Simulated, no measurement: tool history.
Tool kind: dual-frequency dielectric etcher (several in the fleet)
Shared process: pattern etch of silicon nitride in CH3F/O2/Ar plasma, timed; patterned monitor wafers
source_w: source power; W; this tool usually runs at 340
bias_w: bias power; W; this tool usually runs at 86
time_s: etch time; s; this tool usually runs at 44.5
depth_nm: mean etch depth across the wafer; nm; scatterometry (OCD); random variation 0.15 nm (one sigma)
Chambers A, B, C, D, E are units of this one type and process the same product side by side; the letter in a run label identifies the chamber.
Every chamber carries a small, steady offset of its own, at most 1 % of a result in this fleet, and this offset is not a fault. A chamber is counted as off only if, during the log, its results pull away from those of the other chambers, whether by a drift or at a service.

run    day  source_w  bias_w  time_s  read-back reference wafer on the same gauge, depth_nm  depth_nm
 1A  0.142       340      86    44.5                                                  28.51    31.103
 2E  0.308       340      86    44.5                                                 28.514     30.84
 3B  0.492       340      86    44.5                                                 28.532    30.935
     0.546  -- chamber E: source power generator calibrated
 4C  0.588       340      86    44.5                                                 28.531    31.243
 5D  0.738       340      86    44.5                                                 28.482    31.197
 6D  0.821       340      86    44.5                                                 28.489    31.095
 7E  0.938       340      86    44.5                                                 28.511    30.846
 8C  1.046       310      86    31.5                                                 28.468    21.381
 9A  1.167       310      86    31.5                                                 28.488    21.296
10B  1.283       310      86    31.5                                                  28.51    21.495
11B  1.433       310      86    31.5                                                 28.498    21.373
12D  1.517       310      86    31.5                                                 28.502    21.434
13C  1.604       340      86    44.5                                                  28.52    31.242
14A  1.733       340      86      51                                                 28.511    35.593
15E  1.833       340      86      51                                                 28.516    35.318
16D  1.921       340      86      51                                                 28.508    35.932
17A  2.046       340      86      51                                                 28.519    35.494
18E  2.162       340      86      51                                                 28.497    35.532
19C  2.258       340      86    44.5                                                 28.481    31.296
20B  2.417       340      86    44.5                                                 28.496    31.056
21A  2.588       310      86      35                                                   28.5    23.663
22D  2.733       310      86      35                                                 28.485    23.686
23B  2.925       310      86      35                                                  28.51    23.605
     2.954  -- chamber A: wet clean of the chamber
24E  3.075       310      86      35                                                 28.486    23.546
25C  3.242       310      86      35                                                 28.463    23.778
26D  3.408       290      86      55                                                 28.489    36.134
27A  3.583       290      86      55                                                  28.46    34.903
28C  3.675       290      86      55                                                 28.505    36.339
29E  3.846       290      86      55                                                 28.493    35.865
30B  3.988       290      86      55                                                 28.533    36.064
31B  4.088       340      86      36                                                 28.482    24.968
32C  4.271       340      86      36                                                 28.489    25.266
33A  4.379       340      86      36                                                 28.485    24.299
34D  4.554       340      86      36                                                 28.476    25.294
35E  4.683       340      86      36                                                 28.498    25.126
36C  4.817       340      86    44.5                                                 28.491    31.209
37B      5       340      86    44.5                                                 28.497    30.913
38A  5.121       340      86    44.5                                                 28.482    30.049
39D  5.288       280      86      55                                                 28.513    35.384

Predict what each chamber gives when all 5 of them run the settings below next.
40A  5.425       340      70    44.5                                                                ?
40B  5.425       340      70    44.5                                                                ?
40C  5.425       340      70    44.5                                                                ?
40D  5.425       340      70    44.5                                                                ?
40E  5.425       340      70    44.5                                                                ?

run  depth_nm
40A    27.948
40B    28.549
40C    29.156
40D     28.79
40E    28.937
